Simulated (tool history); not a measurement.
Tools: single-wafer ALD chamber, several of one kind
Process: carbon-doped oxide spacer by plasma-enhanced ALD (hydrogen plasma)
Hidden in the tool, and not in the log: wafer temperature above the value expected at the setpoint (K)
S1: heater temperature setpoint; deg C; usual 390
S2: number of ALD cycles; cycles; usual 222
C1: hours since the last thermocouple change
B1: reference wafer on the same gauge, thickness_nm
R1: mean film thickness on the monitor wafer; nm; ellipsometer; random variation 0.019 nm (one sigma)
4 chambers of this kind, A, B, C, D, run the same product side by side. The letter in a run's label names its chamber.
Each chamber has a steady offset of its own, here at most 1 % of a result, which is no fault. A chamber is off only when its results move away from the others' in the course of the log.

| run | hour | S1 | S2 | C1 | B1 | R1 |
|---|---|---|---|---|---|---|
| 1D | 8.8 | 390 | 222 | 1562.2 | 9.1011 | 11.1670 |
| 2B | 16.0 | 390 | 222 | 2676.4 | 9.1071 | 10.9950 |
| 3C | 20.9 | 390 | 222 | 513.4 | 9.1097 | 11.1300 |
|  | 23.5 | chamber B: thermocouple changed; heater temperature recalibrated |
| 4A | 29.3 | 390 | 222 | 241.0 | 9.1079 | 11.0700 |
| 5A | 36.8 | 390 | 222 | 248.5 | 9.1089 | 11.0750 |
| 6D | 44.1 | 390 | 222 | 1597.5 | 9.1120 | 11.1860 |
| 7C | 52.5 | 390 | 222 | 545.0 | 9.1173 | 11.1290 |
| 8B | 58.2 | 399 | 254 | 34.8 | 9.1203 | 12.5720 |
| 9C | 65.5 | 399 | 254 | 558.0 | 9.1156 | 12.7490 |
| 10A | 75.5 | 399 | 254 | 287.2 | 9.1230 | 12.6720 |
| 11D | 82.4 | 399 | 254 | 1635.8 | 9.1239 | 12.8120 |
| 12B | 89.6 | 390 | 222 | 66.2 | 9.1234 | 10.9930 |
| 13C | 95.1 | 390 | 222 | 587.6 | 9.1265 | 11.1330 |
| 14A | 101.2 | 390 | 222 | 312.9 | 9.1261 | 11.0800 |
| 15D | 109.7 | 390 | 222 | 1663.1 | 9.1294 | 11.2580 |
| 16B | 118.5 | 390 | 201 | 95.1 | 9.1357 | 9.9500 |
| 17D | 124.7 | 390 | 201 | 1678.1 | 9.1330 | 10.1560 |
| 18C | 130.9 | 390 | 201 | 623.4 | 9.1367 | 10.0810 |
| 19A | 137.0 | 390 | 201 | 348.7 | 9.1364 | 10.0600 |
| 20B | 141.5 | 377 | 222 | 118.1 | 9.1433 | 11.0470 |
| 21A | 146.9 | 377 | 222 | 358.6 | 9.1429 | 11.1000 |
| 22C | 153.8 | 377 | 222 | 646.3 | 9.1438 | 11.1790 |
| 23D | 160.4 | 377 | 222 | 1713.8 | 9.1439 | 11.2020 |
| 24B | 165.1 | 390 | 222 | 141.7 | 9.1484 | 11.0590 |
| 25C | 174.4 | 390 | 222 | 666.9 | 9.1491 | 11.1690 |
| 26A | 182.6 | 390 | 222 | 394.3 | 9.1509 | 11.1210 |
| 27B | 189.6 | 390 | 222 | 166.2 | 9.1536 | 11.0610 |
| 28D | 195.1 | 398 | 187 | 1748.5 | 9.1548 | 9.4735 |
| 29D | 204.4 | 398 | 187 | 1757.8 | 9.1561 | 9.4974 |
| 30A | 213.8 | 398 | 187 | 425.5 | 9.1594 | 9.3525 |
| 31B | 222.7 | 398 | 187 | 199.3 | 9.1586 | 9.3149 |

All 4 chambers run these settings next. Forecast each chamber's results:
| 32A | 230.2 | 390 | 209 |  |  | ? |
| 32B | 230.2 | 390 | 209 |  |  | ? |
| 32C | 230.2 | 390 | 209 |  |  | ? |
| 32D | 230.2 | 390 | 209 |  |  | ? |

| run | R1 |
|---|---|
| 32A | 10.4770 |
| 32B | 10.4330 |
| 32C | 10.5190 |
| 32D | 10.5890 |

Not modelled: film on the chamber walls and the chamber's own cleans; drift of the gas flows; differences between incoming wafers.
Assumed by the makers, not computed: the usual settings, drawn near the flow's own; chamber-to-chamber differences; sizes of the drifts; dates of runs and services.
